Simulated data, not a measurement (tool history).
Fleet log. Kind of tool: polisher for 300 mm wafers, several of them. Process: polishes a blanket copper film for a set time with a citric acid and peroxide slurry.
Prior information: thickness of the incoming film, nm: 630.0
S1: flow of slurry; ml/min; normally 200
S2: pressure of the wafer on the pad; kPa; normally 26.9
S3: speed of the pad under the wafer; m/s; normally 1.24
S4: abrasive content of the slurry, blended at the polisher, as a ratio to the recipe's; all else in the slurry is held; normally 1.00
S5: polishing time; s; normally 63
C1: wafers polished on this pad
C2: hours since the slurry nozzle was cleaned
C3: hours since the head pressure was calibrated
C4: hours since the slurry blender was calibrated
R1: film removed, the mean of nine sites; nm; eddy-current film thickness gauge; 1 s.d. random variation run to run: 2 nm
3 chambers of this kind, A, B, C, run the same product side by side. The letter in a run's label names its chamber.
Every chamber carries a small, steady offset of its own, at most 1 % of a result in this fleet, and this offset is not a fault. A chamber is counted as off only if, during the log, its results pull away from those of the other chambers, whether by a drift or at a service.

{"run": "1A", "hour": 8.7, "S1": 200, "S2": 26.9, "S3": 1.24, "S4": 1.0, "S5": 63, "C1": 376, "C2": 111.7, "C3": 473.9, "C4": 277.4, "R1": 221.43}
{"hour": 11.5, "done": "chamber C: worn pad replaced by a new one"}
{"hour": 14.5, "done": "chamber A: slurry blender recalibrated"}
{"hour": 16.6, "done": "chamber B: worn pad replaced by a new one"}
{"run": "2B", "hour": 18.0, "S1": 200, "S2": 26.9, "S3": 1.24, "S4": 1.0, "S5": 63, "C1": 20, "C2": 455.1, "C3": 149.9, "C4": 172.4, "R1": 219.97}
{"run": "3C", "hour": 25.7, "S1": 200, "S2": 26.9, "S3": 1.24, "S4": 1.0, "S5": 63, "C1": 202, "C2": 289.6, "C3": 778.3, "C4": 35.5, "R1": 219.97}
{"run": "4C", "hour": 35.8, "S1": 200, "S2": 26.9, "S3": 1.24, "S4": 1.0, "S5": 63, "C1": 346, "C2": 299.7, "C3": 788.4, "C4": 45.6, "R1": 218.1}
{"run": "5A", "hour": 46.5, "S1": 200, "S2": 26.9, "S3": 1.24, "S4": 1.0, "S5": 63, "C1": 913, "C2": 149.5, "C3": 511.7, "C4": 32.1, "R1": 222.89}
{"run": "6B", "hour": 56.1, "S1": 200, "S2": 26.9, "S3": 1.24, "S4": 1.0, "S5": 63, "C1": 561, "C2": 493.2, "C3": 188.0, "C4": 210.5, "R1": 218.22}
{"hour": 56.8, "done": "chamber A: worn pad replaced by a new one"}
{"run": "7C", "hour": 67.6, "S1": 200, "S2": 26.9, "S3": 1.24, "S4": 1.0, "S5": 63, "C1": 798, "C2": 331.5, "C3": 820.2, "C4": 77.4, "R1": 219.74}
{"run": "8B", "hour": 74.4, "S1": 200, "S2": 26.9, "S3": 1.24, "S4": 1.0, "S5": 63, "C1": 821, "C2": 511.5, "C3": 206.3, "C4": 228.8, "R1": 224.67}
{"run": "9A", "hour": 87.8, "S1": 200, "S2": 26.9, "S3": 1.24, "S4": 1.0, "S5": 63, "C1": 440, "C2": 190.8, "C3": 553.0, "C4": 73.4, "R1": 222.13}
{"hour": 91.0, "done": "chamber C: slurry blender recalibrated"}
{"hour": 94.1, "done": "chamber B: worn pad replaced by a new one"}
{"hour": 96.0, "done": "chamber C: worn pad replaced by a new one"}
{"run": "10A", "hour": 96.5, "S1": 200, "S2": 26.9, "S3": 1.56, "S4": 1.0, "S5": 63, "C1": 564, "C2": 199.5, "C3": 561.7, "C4": 82.1, "R1": 285.5}
{"run": "11C", "hour": 104.8, "S1": 200, "S2": 26.9, "S3": 1.56, "S4": 1.0, "S5": 63, "C1": 125, "C2": 368.7, "C3": 857.4, "C4": 13.8, "R1": 274.12}
{"run": "12B", "hour": 112.2, "S1": 200, "S2": 26.9, "S3": 1.56, "S4": 1.0, "S5": 63, "C1": 257, "C2": 549.3, "C3": 244.1, "C4": 266.6, "R1": 281.78}
{"hour": 114.9, "done": "chamber C: slurry nozzle cleaned"}
{"run": "13C", "hour": 119.6, "S1": 200, "S2": 26.9, "S3": 1.48, "S4": 1.0, "S5": 63, "C1": 336, "C2": 4.8, "C3": 872.2, "C4": 28.6, "R1": 262.82}
{"run": "14B", "hour": 127.7, "S1": 200, "S2": 26.9, "S3": 1.48, "S4": 1.0, "S5": 63, "C1": 477, "C2": 564.8, "C3": 259.6, "C4": 282.1, "R1": 261.17}
{"hour": 133.1, "done": "chamber C: head pressure recalibrated"}
{"run": "15A", "hour": 137.8, "S1": 200, "S2": 26.9, "S3": 1.48, "S4": 1.0, "S5": 63, "C1": 1151, "C2": 240.8, "C3": 603.0, "C4": 123.4, "R1": 267.88}
{"run": "16C", "hour": 144.0, "S1": 200, "S2": 26.9, "S3": 1.24, "S4": 1.0, "S5": 63, "C1": 682, "C2": 29.2, "C3": 11.0, "C4": 53.0, "R1": 205.24}
{"hour": 145.0, "done": "chamber A: worn pad replaced by a new one"}
{"run": "17A", "hour": 151.7, "S1": 200, "S2": 26.9, "S3": 1.24, "S4": 1.0, "S5": 63, "C1": 96, "C2": 254.7, "C3": 616.9, "C4": 137.3, "R1": 221.41}
{"run": "18B", "hour": 163.5, "S1": 200, "S2": 26.9, "S3": 1.24, "S4": 1.0, "S5": 63, "C1": 986, "C2": 600.6, "C3": 295.4, "C4": 317.9, "R1": 221.39}
{"run": "19B", "hour": 171.1, "S1": 200, "S2": 26.9, "S3": 1.24, "S4": 1.0, "S5": 63, "C1": 1094, "C2": 608.2, "C3": 303.0, "C4": 325.5, "R1": 216.45}
{"hour": 172.5, "done": "chamber C: worn pad replaced by a new one"}
{"hour": 173.7, "done": "chamber B: worn pad replaced by a new one"}
{"run": "20C", "hour": 184.3, "S1": 200, "S2": 26.9, "S3": 1.24, "S4": 1.0, "S5": 63, "C1": 168, "C2": 69.5, "C3": 51.3, "C4": 93.3, "R1": 198.92}
{"hour": 184.4, "done": "chamber A: head pressure recalibrated"}
{"run": "21A", "hour": 191.4, "S1": 200, "S2": 26.9, "S3": 1.24, "S4": 1.0, "S5": 63, "C1": 660, "C2": 294.4, "C3": 7.1, "C4": 177.0, "R1": 223.76}
{"hour": 198.5, "done": "chamber C: slurry blender recalibrated"}
{"run": "22B", "hour": 200.2, "S1": 200, "S2": 26.9, "S3": 1.24, "S4": 1.0, "S5": 63, "C1": 377, "C2": 637.3, "C3": 332.1, "C4": 354.6, "R1": 221.75}
{"run": "23C", "hour": 211.3, "S1": 200, "S2": 26.9, "S3": 1.24, "S4": 1.0, "S5": 63, "C1": 552, "C2": 96.5, "C3": 78.3, "C4": 12.8, "R1": 200.08}
{"hour": 215.0, "done": "chamber B: slurry nozzle cleaned"}
{"run": "24A", "hour": 222.0, "S1": 200, "S2": 26.9, "S3": 1.54, "S4": 1.0, "S5": 45, "C1": 1095, "C2": 325.0, "C3": 37.7, "C4": 207.6, "R1": 196.38}
{"hour": 225.4, "done": "chamber A: worn pad replaced by a new one"}
{"run": "25A", "hour": 235.7, "S1": 200, "S2": 26.9, "S3": 1.54, "S4": 1.0, "S5": 45, "C1": 147, "C2": 338.7, "C3": 51.4, "C4": 221.3, "R1": 195.97}
{"run": "26C", "hour": 245.2, "S1": 200, "S2": 26.9, "S3": 1.54, "S4": 1.0, "S5": 45, "C1": 1034, "C2": 130.4, "C3": 112.2, "C4": 46.7, "R1": 178.65}
{"hour": 245.7, "done": "chamber B: worn pad replaced by a new one"}
{"run": "27B", "hour": 254.4, "S1": 200, "S2": 26.9, "S3": 1.24, "S4": 0.85, "S5": 63, "C1": 125, "C2": 39.5, "C3": 386.3, "C4": 408.8, "R1": 212.23}
{"hour": 254.6, "done": "chamber C: worn pad replaced by a new one"}
{"run": "28B", "hour": 267.9, "S1": 200, "S2": 26.9, "S3": 1.24, "S4": 0.85, "S5": 63, "C1": 316, "C2": 53.0, "C3": 399.8, "C4": 422.3, "R1": 213.61}
{"hour": 273.0, "done": "chamber B: slurry blender recalibrated"}
{"run": "29C", "hour": 279.8, "S1": 200, "S2": 26.9, "S3": 1.24, "S4": 0.85, "S5": 63, "C1": 358, "C2": 165.0, "C3": 146.8, "C4": 81.3, "R1": 195.74}
{"run": "30A", "hour": 286.6, "S1": 200, "S2": 26.9, "S3": 1.24, "S4": 1.0, "S5": 63, "C1": 870, "C2": 389.6, "C3": 102.3, "C4": 272.2, "R1": 223.06}
{"hour": 295.6, "done": "chamber A: worn pad replaced by a new one"}
{"run": "31A", "hour": 295.7, "S1": 200, "S2": 26.9, "S3": 1.24, "S4": 1.0, "S5": 63, "C1": 1, "C2": 398.7, "C3": 111.4, "C4": 281.3, "R1": 217.93}
{"hour": 302.5, "done": "chamber C: slurry blender recalibrated"}
{"run": "32B", "hour": 304.1, "S1": 200, "S2": 26.9, "S3": 1.24, "S4": 1.0, "S5": 63, "C1": 831, "C2": 89.2, "C3": 436.0, "C4": 31.2, "R1": 220.41}
{"hour": 312.7, "done": "chamber B: worn pad replaced by a new one"}
{"run": "33C", "hour": 313.3, "S1": 200, "S2": 26.9, "S3": 1.24, "S4": 0.8, "S5": 63, "C1": 834, "C2": 198.5, "C3": 180.3, "C4": 10.8, "R1": 192.34}
{"run": "34C", "hour": 323.7, "S1": 200, "S2": 26.9, "S3": 1.24, "S4": 0.8, "S5": 63, "C1": 982, "C2": 208.9, "C3": 190.7, "C4": 21.2, "R1": 193.23}
{"hour": 327.7, "done": "chamber C: worn pad replaced by a new one"}
{"run": "35B", "hour": 334.4, "S1": 200, "S2": 26.9, "S3": 1.24, "S4": 0.8, "S5": 63, "C1": 308, "C2": 119.5, "C3": 466.3, "C4": 61.5, "R1": 216.92}
{"run": "36A", "hour": 341.2, "S1": 200, "S2": 26.9, "S3": 1.24, "S4": 1.0, "S5": 63, "C1": 648, "C2": 444.2, "C3": 156.9, "C4": 326.8, "R1": 222.27}
{"run": "37C", "hour": 347.4, "S1": 200, "S2": 26.9, "S3": 1.24, "S4": 1.0, "S5": 63, "C1": 279, "C2": 232.6, "C3": 214.4, "C4": 44.9, "R1": 202.85}
{"hour": 353.1, "done": "chamber A: slurry blender recalibrated"}
{"run": "38A", "hour": 361.4, "S1": 200, "S2": 26.9, "S3": 1.24, "S4": 1.0, "S5": 63, "C1": 935, "C2": 464.4, "C3": 177.1, "C4": 8.4, "R1": 221.8}
{"hour": 366.5, "done": "chamber A: worn pad replaced by a new one"}
{"run": "39B", "hour": 368.2, "S1": 200, "S2": 26.9, "S3": 1.24, "S4": 1.0, "S5": 63, "C1": 788, "C2": 153.3, "C3": 500.1, "C4": 95.3, "R1": 222.13}
{"run": "40A", "hour": 380.0, "S1": 200, "S2": 26.9, "S3": 1.24, "S4": 1.0, "S5": 63, "C1": 192, "C2": 483.0, "C3": 195.7, "C4": 27.0, "R1": 220.06}
{"run": "41C", "hour": 390.8, "S1": 200, "S2": 26.9, "S3": 1.24, "S4": 1.0, "S5": 63, "C1": 896, "C2": 276.0, "C3": 257.8, "C4": 88.3, "R1": 199.54}

Does one chamber stand apart from the rest, does the shared gauge drift, or is all well apart from small per-chamber offsets? Give the chamber and the most likely cause, where there is one.

A service left chamber C off against the others.
Most likely cause: head's pressure below its setpoint, % = 8.62.

Which of the 4 candidates below, each the usual settings with something changed and its results left as question marks, puts chamber C back in line with what the other chambers give on the usual settings?
A result is in line if it is within this distance of the other chambers' mean on the usual settings: R1 7.10 nm
{"run": "42C-1", "hour": 401.0, "S1": 200, "S2": 28.3, "S3": 1.3, "S4": 1.0, "S5": 66, "R1": "?"}
{"run": "42C-2", "hour": 401.0, "S1": 250, "S2": 26.9, "S3": 1.24, "S4": 1.3, "S5": 63, "R1": "?"}
{"run": "42C-3", "hour": 401.0, "S1": 200, "S2": 26.9, "S3": 1.12, "S4": 1.0, "S5": 63, "R1": "?"}
{"run": "42C-4", "hour": 401.0, "S1": 200, "S2": 25.5, "S3": 1.18, "S4": 1.0, "S5": 60, "R1": "?"}

Mean of the other chambers on the usual settings: R1 221.53 nm
run=42C-1 R1=231.64
run=42C-2 R1=218.27
run=42C-3 R1=181.76
run=42C-4 R1=172.89
42C-2 is the one that brings the chamber's results back in line with the other chambers.
